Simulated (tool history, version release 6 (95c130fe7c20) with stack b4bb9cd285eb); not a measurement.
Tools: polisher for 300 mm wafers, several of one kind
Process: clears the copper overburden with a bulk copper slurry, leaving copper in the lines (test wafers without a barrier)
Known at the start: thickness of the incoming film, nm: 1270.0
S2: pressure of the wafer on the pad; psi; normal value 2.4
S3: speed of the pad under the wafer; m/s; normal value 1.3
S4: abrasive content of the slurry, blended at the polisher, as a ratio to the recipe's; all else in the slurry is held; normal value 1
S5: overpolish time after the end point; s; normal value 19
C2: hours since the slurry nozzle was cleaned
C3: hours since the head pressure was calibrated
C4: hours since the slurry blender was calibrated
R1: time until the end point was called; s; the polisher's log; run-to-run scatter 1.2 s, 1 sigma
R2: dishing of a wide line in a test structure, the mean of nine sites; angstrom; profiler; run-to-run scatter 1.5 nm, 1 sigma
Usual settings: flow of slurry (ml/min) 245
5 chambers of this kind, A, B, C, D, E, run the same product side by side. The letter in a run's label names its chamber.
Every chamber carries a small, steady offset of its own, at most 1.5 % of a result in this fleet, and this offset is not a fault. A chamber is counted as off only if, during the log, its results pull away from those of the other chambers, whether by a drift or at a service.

run 1A hour=10.2 | flow_of_slurry_(ml/min)=245 S2=2.4 S3=1.3 S4=1 S5=19 | wafers_polished_on_this_pad=356 C2=198.7 C3=120.3 C4=221.2 | R1=148.77 R2=803.48
run 2C hour=18.5 | flow_of_slurry_(ml/min)=245 S2=2.4 S3=1.3 S4=1 S5=19 | wafers_polished_on_this_pad=824 C2=238.5 C3=96 C4=177.9 | R1=146.08 R2=796.85
run 3E hour=25.4 | flow_of_slurry_(ml/min)=245 S2=2.4 S3=1.3 S4=1 S5=19 | wafers_polished_on_this_pad=556 C2=66.5 C3=795.9 C4=189.6 | R1=144.82 R2=790.5
-- hour=30.1 chamber C: worn pad replaced by a new one
-- hour=33.2 chamber D: worn pad replaced by a new one
run 4D hour=37.8 | flow_of_slurry_(ml/min)=245 S2=2.4 S3=1.3 S4=1 S5=19 | wafers_polished_on_this_pad=41 C2=357 C3=574.3 C4=62.5 | R1=146.73 R2=797.67
run 5B hour=48.2 | flow_of_slurry_(ml/min)=245 S2=2.4 S3=1.3 S4=1 S5=24 | wafers_polished_on_this_pad=769 C2=722.2 C3=957 C4=160.1 | R1=144.9 R2=862.95
-- hour=58.4 chamber E: worn pad replaced by a new one
run 6B hour=59.6 | flow_of_slurry_(ml/min)=245 S2=2.4 S3=1.3 S4=1 S5=24 | wafers_polished_on_this_pad=871 C2=733.6 C3=968.4 C4=171.5 | R1=144.31 R2=879.25
-- hour=62.5 chamber A: slurry nozzle cleaned
run 7C hour=70 | flow_of_slurry_(ml/min)=245 S2=2.4 S3=1.3 S4=1 S5=24 | wafers_polished_on_this_pad=357 C2=290 C3=147.5 C4=229.4 | R1=145.13 R2=896.31
run 8D hour=76 | flow_of_slurry_(ml/min)=245 S2=2.4 S3=1.3 S4=1 S5=24 | wafers_polished_on_this_pad=384 C2=395.2 C3=612.5 C4=100.7 | R1=147.13 R2=895.04
-- hour=83.2 chamber A: worn pad replaced by a new one
run 9E hour=85.9 | flow_of_slurry_(ml/min)=245 S2=2.4 S3=1.3 S4=1 S5=24 | wafers_polished_on_this_pad=246 C2=127 C3=856.4 C4=250.1 | R1=145.62 R2=894.2
-- hour=90.2 chamber C: slurry blender recalibrated
-- hour=90.9 chamber B: worn pad replaced by a new one
-- hour=93.7 chamber E: slurry blender recalibrated
run 10A hour=98.1 | flow_of_slurry_(ml/min)=245 S2=2.4 S3=1.3 S4=1 S5=19 | wafers_polished_on_this_pad=134 C2=35.6 C3=208.2 C4=309.1 | R1=146.9 R2=756.66
run 11A hour=107.7 | flow_of_slurry_(ml/min)=295 S2=2.9 S3=1.3 S4=1 S5=19 | wafers_polished_on_this_pad=220 C2=45.2 C3=217.8 C4=318.7 | R1=118.71 R2=867.05
-- hour=112.5 chamber D: slurry blender recalibrated
run 12B hour=117.1 | flow_of_slurry_(ml/min)=295 S2=2.9 S3=1.3 S4=1 S5=19 | wafers_polished_on_this_pad=235 C2=791.1 C3=1025.9 C4=229 | R1=118.4 R2=915.97
-- hour=122.6 chamber C: worn pad replaced by a new one
run 13C hour=129.1 | flow_of_slurry_(ml/min)=295 S2=2.9 S3=1.3 S4=1 S5=19 | wafers_polished_on_this_pad=58 C2=349.1 C3=206.6 C4=38.9 | R1=118.22 R2=912.7
run 14D hour=135.2 | flow_of_slurry_(ml/min)=295 S2=2.9 S3=1.3 S4=1 S5=19 | wafers_polished_on_this_pad=914 C2=454.4 C3=671.7 C4=22.7 | R1=117.27 R2=889.1
run 15E hour=146.3 | flow_of_slurry_(ml/min)=295 S2=2.9 S3=1.3 S4=1 S5=19 | wafers_polished_on_this_pad=787 C2=187.4 C3=916.8 C4=52.6 | R1=118.51 R2=920.62
-- hour=150.4 chamber B: slurry nozzle cleaned
-- hour=152 chamber E: worn pad replaced by a new one
run 16B hour=153.7 | flow_of_slurry_(ml/min)=185 S2=2.4 S3=1.3 S4=1 S5=15 | wafers_polished_on_this_pad=563 C2=3.3 C3=1062.5 C4=265.6 | R1=150.22 R2=682.1
run 17A hour=162 | flow_of_slurry_(ml/min)=185 S2=2.4 S3=1.3 S4=1 S5=15 | wafers_polished_on_this_pad=707 C2=99.5 C3=272.1 C4=373 | R1=151.53 R2=687.96
-- hour=162.6 chamber D: worn pad replaced by a new one
run 18E hour=170.1 | flow_of_slurry_(ml/min)=185 S2=2.4 S3=1.3 S4=1 S5=15 | wafers_polished_on_this_pad=162 C2=211.2 C3=940.6 C4=76.4 | R1=150.38 R2=668.73
-- hour=172.4 chamber A: slurry blender recalibrated
run 19C hour=178 | flow_of_slurry_(ml/min)=185 S2=2.4 S3=1.3 S4=1 S5=15 | wafers_polished_on_this_pad=496 C2=398 C3=255.5 C4=87.8 | R1=153.68 R2=666.33
run 20D hour=186.3 | flow_of_slurry_(ml/min)=185 S2=2.4 S3=1.3 S4=1 S5=15 | wafers_polished_on_this_pad=212 C2=505.5 C3=722.8 C4=73.8 | R1=150.73 R2=653.22
-- hour=187.4 chamber A: worn pad replaced by a new one
run 21E hour=197.8 | flow_of_slurry_(ml/min)=245 S2=2.4 S3=1.3 S4=1 S5=19 | wafers_polished_on_this_pad=410 C2=238.9 C3=968.3 C4=104.1 | R1=142.97 R2=767.07
-- hour=204.2 chamber B: slurry blender recalibrated
run 22C hour=208 | flow_of_slurry_(ml/min)=245 S2=2.4 S3=1 S4=1 S5=19 | wafers_polished_on_this_pad=765 C2=428 C3=285.5 C4=117.8 | R1=191.47 R2=643.22
run 23B hour=217.1 | flow_of_slurry_(ml/min)=245 S2=2.4 S3=1 S4=1 S5=19 | wafers_polished_on_this_pad=1131 C2=66.7 C3=1125.9 C4=13 | R1=186.82 R2=702.02
-- hour=224.7 chamber B: worn pad replaced by a new one
run 24A hour=224.7 | flow_of_slurry_(ml/min)=245 S2=2.4 S3=1 S4=1 S5=19 | wafers_polished_on_this_pad=334 C2=162.2 C3=334.8 C4=52.3 | R1=190.16 R2=693.48
-- hour=226.1 chamber C: worn pad replaced by a new one
run 25D hour=232.9 | flow_of_slurry_(ml/min)=245 S2=2.4 S3=1 S4=1 S5=19 | wafers_polished_on_this_pad=630 C2=552.1 C3=769.4 C4=120.4 | R1=191.38 R2=703.17
run 26E hour=244.8 | flow_of_slurry_(ml/min)=245 S2=2.4 S3=1 S4=1 S5=19 | wafers_polished_on_this_pad=832 C2=285.9 C3=1015.3 C4=151.1 | R1=186.27 R2=670.09
-- hour=247.7 chamber E: worn pad replaced by a new one
run 27D hour=254.1 | flow_of_slurry_(ml/min)=245 S2=2.4 S3=1.3 S4=1 S5=19 | wafers_polished_on_this_pad=820 C2=573.3 C3=790.6 C4=141.6 | R1=147.89 R2=793.24
-- hour=256.5 chamber B: head pressure recalibrated
-- hour=256.6 chamber D: slurry blender recalibrated
run 28B hour=262.8 | flow_of_slurry_(ml/min)=245 S2=2.4 S3=1.56 S4=1 S5=24 | wafers_polished_on_this_pad=341 C2=112.4 C3=6.3 C4=58.7 | R1=119.68 R2=952.95
run 29C hour=274.7 | flow_of_slurry_(ml/min)=245 S2=2.4 S3=1.56 S4=1 S5=24 | wafers_polished_on_this_pad=436 C2=494.7 C3=352.2 C4=184.5 | R1=124.68 R2=931.42
-- hour=278.6 chamber D: worn pad replaced by a new one
-- hour=278.9 chamber A: worn pad replaced by a new one
run 30A hour=283.5 | flow_of_slurry_(ml/min)=245 S2=2.4 S3=1.56 S4=1 S5=24 | wafers_polished_on_this_pad=41 C2=221 C3=393.6 C4=111.1 | R1=122.73 R2=935.73
run 31B hour=289.3 | flow_of_slurry_(ml/min)=245 S2=2.4 S3=1.56 S4=1 S5=24 | wafers_polished_on_this_pad=579 C2=138.9 C3=32.8 C4=85.2 | R1=121.45 R2=931.89
-- hour=292.9 chamber E: slurry blender recalibrated
run 32D hour=297.5 | flow_of_slurry_(ml/min)=245 S2=2.4 S3=1.56 S4=1 S5=24 | wafers_polished_on_this_pad=169 C2=616.7 C3=834 C4=41 | R1=121.11 R2=947.79
run 33A hour=306.6 | flow_of_slurry_(ml/min)=245 S2=2.4 S3=1.3 S4=1 S5=19 | wafers_polished_on_this_pad=248 C2=244.1 C3=416.7 C4=134.2 | R1=148 R2=803.87
run 34E hour=314.8 | flow_of_slurry_(ml/min)=245 S2=2.4 S3=1.3 S4=1 S5=19 | wafers_polished_on_this_pad=601 C2=355.9 C3=1085.3 C4=22 | R1=143.92 R2=806.38

Next, every chamber runs the same settings. What will each give?
run 35A hour=323.6 | flow_of_slurry_(ml/min)=245 S2=2.4 S3=1.3 S4=1 S5=19 | R1=? R2=?
run 35B hour=323.6 | flow_of_slurry_(ml/min)=245 S2=2.4 S3=1.3 S4=1 S5=19 | R1=? R2=?
run 35C hour=323.6 | flow_of_slurry_(ml/min)=245 S2=2.4 S3=1.3 S4=1 S5=19 | R1=? R2=?
run 35D hour=323.6 | flow_of_slurry_(ml/min)=245 S2=2.4 S3=1.3 S4=1 S5=19 | R1=? R2=?
run 35E hour=323.6 | flow_of_slurry_(ml/min)=245 S2=2.4 S3=1.3 S4=1 S5=19 | R1=? R2=?

run=35A R1=148.08 R2=788.43
run=35B R1=145.77 R2=804
run=35C R1=155.53 R2=747.14
run=35D R1=147.9 R2=792.76
run=35E R1=146.05 R2=778.83

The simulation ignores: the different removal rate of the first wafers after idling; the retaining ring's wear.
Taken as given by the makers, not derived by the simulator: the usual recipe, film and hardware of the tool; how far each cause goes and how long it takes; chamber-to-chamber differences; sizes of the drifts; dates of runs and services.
